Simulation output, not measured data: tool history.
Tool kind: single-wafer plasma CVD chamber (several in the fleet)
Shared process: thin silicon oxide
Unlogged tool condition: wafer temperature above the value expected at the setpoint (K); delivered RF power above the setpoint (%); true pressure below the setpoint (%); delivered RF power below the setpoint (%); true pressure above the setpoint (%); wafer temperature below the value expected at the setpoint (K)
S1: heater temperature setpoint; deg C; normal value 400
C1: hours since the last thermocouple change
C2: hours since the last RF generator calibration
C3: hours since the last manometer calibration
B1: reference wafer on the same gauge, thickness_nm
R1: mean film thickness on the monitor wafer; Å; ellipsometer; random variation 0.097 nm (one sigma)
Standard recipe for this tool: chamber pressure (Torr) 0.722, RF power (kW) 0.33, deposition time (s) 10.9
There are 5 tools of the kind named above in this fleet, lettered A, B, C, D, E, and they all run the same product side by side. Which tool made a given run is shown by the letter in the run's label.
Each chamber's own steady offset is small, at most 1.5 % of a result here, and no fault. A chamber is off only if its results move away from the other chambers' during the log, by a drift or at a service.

{"run": "1C", "hour": 5.9, "S1": 400, "chamber pressure (Torr)": 0.722, "RF power (kW)": 0.33, "deposition time (s)": 10.9, "C1": 853.2, "C2": 669.8, "C3": 663.3, "B1": 18.286, "R1": 188.63}
{"run": "2A", "hour": 10.3, "S1": 400, "chamber pressure (Torr)": 0.722, "RF power (kW)": 0.33, "deposition time (s)": 10.9, "C1": 841.9, "C2": 716.3, "C3": 288.8, "B1": 18.312, "R1": 187.44}
{"run": "3E", "hour": 14.3, "S1": 400, "chamber pressure (Torr)": 0.722, "RF power (kW)": 0.33, "deposition time (s)": 10.9, "C1": 1664.7, "C2": 1098.8, "C3": 1196.2, "B1": 18.294, "R1": 187.79}
{"run": "4B", "hour": 20.1, "S1": 400, "chamber pressure (Torr)": 0.722, "RF power (kW)": 0.33, "deposition time (s)": 10.9, "C1": 1340.7, "C2": 530.3, "C3": 1494.2, "B1": 18.309, "R1": 188.57}
{"hour": 23.5, "done": "chamber E: RF generator calibrated"}
{"run": "5D", "hour": 23.5, "S1": 394, "chamber pressure (Torr)": 0.662, "RF power (kW)": 0.33, "deposition time (s)": 10.9, "C1": 770.2, "C2": 735.4, "C3": 1209, "B1": 18.316, "R1": 170.87}
{"run": "6C", "hour": 26.2, "S1": 394, "chamber pressure (Torr)": 0.662, "RF power (kW)": 0.33, "deposition time (s)": 10.9, "C1": 873.5, "C2": 690.1, "C3": 683.6, "B1": 18.282, "R1": 171.51}
{"run": "7E", "hour": 29.1, "S1": 394, "chamber pressure (Torr)": 0.662, "RF power (kW)": 0.33, "deposition time (s)": 10.9, "C1": 1679.5, "C2": 5.6, "C3": 1211, "B1": 18.313, "R1": 172.95}
{"run": "8D", "hour": 34.4, "S1": 394, "chamber pressure (Torr)": 0.662, "RF power (kW)": 0.33, "deposition time (s)": 10.9, "C1": 781.1, "C2": 746.3, "C3": 1219.9, "B1": 18.307, "R1": 170.17}
{"run": "9B", "hour": 37.7, "S1": 394, "chamber pressure (Torr)": 0.662, "RF power (kW)": 0.33, "deposition time (s)": 10.9, "C1": 1358.3, "C2": 547.9, "C3": 1511.8, "B1": 18.294, "R1": 171.26}
{"run": "10A", "hour": 42.3, "S1": 400, "chamber pressure (Torr)": 0.722, "RF power (kW)": 0.33, "deposition time (s)": 10.9, "C1": 873.9, "C2": 748.3, "C3": 320.8, "B1": 18.306, "R1": 186.52}
{"run": "11B", "hour": 48.3, "S1": 400, "chamber pressure (Torr)": 0.722, "RF power (kW)": 0.33, "deposition time (s)": 10.9, "C1": 1368.9, "C2": 558.5, "C3": 1522.4, "B1": 18.313, "R1": 187.36}
{"run": "12E", "hour": 54.1, "S1": 400, "chamber pressure (Torr)": 0.722, "RF power (kW)": 0.33, "deposition time (s)": 10.9, "C1": 1704.5, "C2": 30.6, "C3": 1236, "B1": 18.302, "R1": 188.39}
{"run": "13A", "hour": 56.9, "S1": 400, "chamber pressure (Torr)": 0.722, "RF power (kW)": 0.305, "deposition time (s)": 10.2, "C1": 888.5, "C2": 762.9, "C3": 335.4, "B1": 18.303, "R1": 170.46}
{"run": "14D", "hour": 60.0, "S1": 400, "chamber pressure (Torr)": 0.722, "RF power (kW)": 0.305, "deposition time (s)": 10.2, "C1": 806.7, "C2": 771.9, "C3": 1245.5, "B1": 18.316, "R1": 168.23}
{"run": "15C", "hour": 65.9, "S1": 400, "chamber pressure (Torr)": 0.722, "RF power (kW)": 0.305, "deposition time (s)": 10.2, "C1": 913.2, "C2": 729.8, "C3": 723.3, "B1": 18.312, "R1": 169.96}
{"hour": 66.0, "done": "chamber B: thermocouple changed; heater temperature recalibrated"}
{"run": "16C", "hour": 69.3, "S1": 400, "chamber pressure (Torr)": 0.722, "RF power (kW)": 0.305, "deposition time (s)": 10.2, "C1": 916.6, "C2": 733.2, "C3": 726.7, "B1": 18.268, "R1": 169.84}
{"run": "17B", "hour": 73.7, "S1": 400, "chamber pressure (Torr)": 0.722, "RF power (kW)": 0.305, "deposition time (s)": 10.2, "C1": 7.8, "C2": 583.9, "C3": 1547.8, "B1": 18.289, "R1": 168.64}
{"run": "18D", "hour": 77.6, "S1": 400, "chamber pressure (Torr)": 0.722, "RF power (kW)": 0.33, "deposition time (s)": 10.9, "C1": 824.3, "C2": 789.5, "C3": 1263.1, "B1": 18.306, "R1": 185.05}
{"run": "19E", "hour": 83.1, "S1": 400, "chamber pressure (Torr)": 0.722, "RF power (kW)": 0.33, "deposition time (s)": 10.9, "C1": 1733.5, "C2": 59.6, "C3": 1265, "B1": 18.27, "R1": 187.08}
{"run": "20A", "hour": 88.9, "S1": 400, "chamber pressure (Torr)": 0.722, "RF power (kW)": 0.33, "deposition time (s)": 10.9, "C1": 920.5, "C2": 794.9, "C3": 367.4, "B1": 18.3, "R1": 187.12}
{"run": "21D", "hour": 93.6, "S1": 400, "chamber pressure (Torr)": 0.722, "RF power (kW)": 0.33, "deposition time (s)": 10.9, "C1": 840.3, "C2": 805.5, "C3": 1279.1, "B1": 18.328, "R1": 185.77}
{"run": "22C", "hour": 96.4, "S1": 400, "chamber pressure (Torr)": 0.722, "RF power (kW)": 0.33, "deposition time (s)": 10.9, "C1": 943.7, "C2": 760.3, "C3": 753.8, "B1": 18.311, "R1": 186.32}
{"run": "23B", "hour": 102.0, "S1": 400, "chamber pressure (Torr)": 0.722, "RF power (kW)": 0.33, "deposition time (s)": 10.9, "C1": 36.1, "C2": 612.2, "C3": 1576.1, "B1": 18.31, "R1": 186.23}
{"run": "24A", "hour": 106.5, "S1": 400, "chamber pressure (Torr)": 0.64, "RF power (kW)": 0.33, "deposition time (s)": 10.9, "C1": 938.1, "C2": 812.5, "C3": 385, "B1": 18.3, "R1": 164.32}
{"run": "25E", "hour": 109.2, "S1": 400, "chamber pressure (Torr)": 0.64, "RF power (kW)": 0.33, "deposition time (s)": 10.9, "C1": 1759.6, "C2": 85.7, "C3": 1291.1, "B1": 18.295, "R1": 165.8}
{"run": "26C", "hour": 113.7, "S1": 400, "chamber pressure (Torr)": 0.64, "RF power (kW)": 0.33, "deposition time (s)": 10.9, "C1": 961, "C2": 777.6, "C3": 771.1, "B1": 18.288, "R1": 165.47}
{"run": "27B", "hour": 119.6, "S1": 400, "chamber pressure (Torr)": 0.64, "RF power (kW)": 0.33, "deposition time (s)": 10.9, "C1": 53.7, "C2": 629.8, "C3": 1593.7, "B1": 18.298, "R1": 164.94}
{"run": "28E", "hour": 123.6, "S1": 400, "chamber pressure (Torr)": 0.64, "RF power (kW)": 0.33, "deposition time (s)": 10.9, "C1": 1774, "C2": 100.1, "C3": 1305.5, "B1": 18.28, "R1": 165.44}
{"run": "29D", "hour": 127.4, "S1": 400, "chamber pressure (Torr)": 0.722, "RF power (kW)": 0.33, "deposition time (s)": 10.9, "C1": 874.1, "C2": 839.3, "C3": 1312.9, "B1": 18.333, "R1": 184.45}
{"run": "30A", "hour": 132.3, "S1": 400, "chamber pressure (Torr)": 0.722, "RF power (kW)": 0.33, "deposition time (s)": 10.9, "C1": 963.9, "C2": 838.3, "C3": 410.8, "B1": 18.305, "R1": 186.47}
{"run": "31C", "hour": 136.3, "S1": 400, "chamber pressure (Torr)": 0.722, "RF power (kW)": 0.33, "deposition time (s)": 10.9, "C1": 983.6, "C2": 800.2, "C3": 793.7, "B1": 18.316, "R1": 187.88}
{"run": "32A", "hour": 142.1, "S1": 400, "chamber pressure (Torr)": 0.722, "RF power (kW)": 0.33, "deposition time (s)": 10.9, "C1": 973.7, "C2": 848.1, "C3": 420.6, "B1": 18.299, "R1": 187.21}

All chambers now run identical settings, listed one chamber a line with results as question marks. What results will each chamber show?
{"run": "33A", "hour": 146.4, "S1": 400, "chamber pressure (Torr)": 0.896, "RF power (kW)": 0.33, "deposition time (s)": 10.9, "R1": "?"}
{"run": "33B", "hour": 146.4, "S1": 400, "chamber pressure (Torr)": 0.896, "RF power (kW)": 0.33, "deposition time (s)": 10.9, "R1": "?"}
{"run": "33C", "hour": 146.4, "S1": 400, "chamber pressure (Torr)": 0.896, "RF power (kW)": 0.33, "deposition time (s)": 10.9, "R1": "?"}
{"run": "33D", "hour": 146.4, "S1": 400, "chamber pressure (Torr)": 0.896, "RF power (kW)": 0.33, "deposition time (s)": 10.9, "R1": "?"}
{"run": "33E", "hour": 146.4, "S1": 400, "chamber pressure (Torr)": 0.896, "RF power (kW)": 0.33, "deposition time (s)": 10.9, "R1": "?"}

run=33A R1=226.96
run=33B R1=228.75
run=33C R1=227.62
run=33D R1=229.9
run=33E R1=230.14
